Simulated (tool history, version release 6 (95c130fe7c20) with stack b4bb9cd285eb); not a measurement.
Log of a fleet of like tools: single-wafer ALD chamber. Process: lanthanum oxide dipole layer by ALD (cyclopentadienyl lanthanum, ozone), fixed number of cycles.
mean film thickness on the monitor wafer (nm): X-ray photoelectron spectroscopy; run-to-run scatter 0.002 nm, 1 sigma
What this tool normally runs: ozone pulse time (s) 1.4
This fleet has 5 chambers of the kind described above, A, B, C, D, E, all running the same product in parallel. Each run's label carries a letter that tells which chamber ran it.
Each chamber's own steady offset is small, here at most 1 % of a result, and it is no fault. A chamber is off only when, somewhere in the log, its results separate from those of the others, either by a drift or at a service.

run   hour  ozone pulse time (s)  read-back reference wafer on the same gauge, thickness_nm  mean film thickness on the monitor wafer (nm)
 1B   15.3                   1.4                                                    0.64513                                        0.54638
 2D   24.5                   1.4                                                    0.64564                                        0.54029
 3A   32.4                   1.4                                                     0.6449                                        0.54484
 4C   42.7                   1.4                                                    0.64469                                        0.54753
 5E   56.9                   1.4                                                    0.64427                                        0.54414
 6C   65.2                   1.4                                                     0.6452                                        0.54425
 7E   77.8                   1.4                                                    0.64464                                        0.54038
 8D   89.1                  1.19                                                    0.64453                                        0.52235
 9A    101                  1.19                                                    0.64517                                        0.52215
10B    116                  1.19                                                    0.64542                                        0.52827
11B  124.3                  1.19                                                    0.64567                                        0.52492
12D  135.2                  1.19                                                    0.64514                                        0.52179
13E  150.7                   1.4                                                    0.64542                                        0.54253
14C  166.2                   1.4                                                    0.64528                                        0.54259
15A    179                   1.4                                                    0.64473                                        0.53062
16D    193                   1.4                                                    0.64554                                        0.53612
17C  205.1                   1.4                                                    0.64521                                         0.5493
18B  216.8                   1.4                                                    0.64549                                        0.54516
19E  225.3                   1.4                                                    0.64453                                        0.54419
20A  236.4                   1.4                                                    0.64547                                         0.5326
21D  249.7                   1.4                                                    0.64526                                        0.53908
22B  265.4                   1.4                                                    0.64462                                        0.54618
23A  272.3                   1.4                                                    0.64444                                        0.52879
     277.6  -- chamber D: thermocouple changed; heater temperature recalibrated
24C  288.2                   1.4                                                    0.64476                                        0.54765
25E  300.8                   1.4                                                    0.64496                                        0.54599
26C  312.3                   1.4                                                    0.64499                                        0.54747
27D  327.1                   1.4                                                    0.64494                                        0.53917
28A  337.6                  1.94                                                    0.64512                                        0.55761
29E    351                  1.94                                                    0.64472                                        0.56908
30B  357.9                  1.94                                                     0.6457                                        0.56507
31E  371.7                  1.94                                                    0.64486                                        0.56623
32D  381.6                  1.94                                                    0.64521                                        0.56556
33B  392.5                   1.4                                                    0.64508                                        0.54631

Is one chamber out of step, is the gauge drifting, or do the chambers differ by no more than their own small offsets? For an off chamber, give its letter and the likeliest cause.

It is chamber A that slowly wanders off from its peers.
What lies behind it: ozone dose below that of a generator just serviced (%) = 20.

Here are 4 candidates for chamber A's next run, each the usual settings with a change, their results left as question marks. Which one brings its results back in line with what the others give on the usual settings?
Counts as in line when no further than this from what the other chambers average on the usual settings: mean film thickness on the monitor wafer (nm) 0.0069
34A-1  403.9                  1.69                                                                                                         ?
34A-2  403.9                  1.27                                                                                                         ?
34A-3  403.9                  1.53                                                                                                         ?
34A-4  403.9                  1.18                                                                                                         ?

On the usual settings, the other chambers give on average: mean film thickness on the monitor wafer (nm) 0.54304
  run  mean film thickness on the monitor wafer (nm)
34A-1                                        0.54096
34A-2                                        0.50383
34A-3                                        0.52965
34A-4                                        0.49208
With 34A-1, the chamber falls back in line with the rest.

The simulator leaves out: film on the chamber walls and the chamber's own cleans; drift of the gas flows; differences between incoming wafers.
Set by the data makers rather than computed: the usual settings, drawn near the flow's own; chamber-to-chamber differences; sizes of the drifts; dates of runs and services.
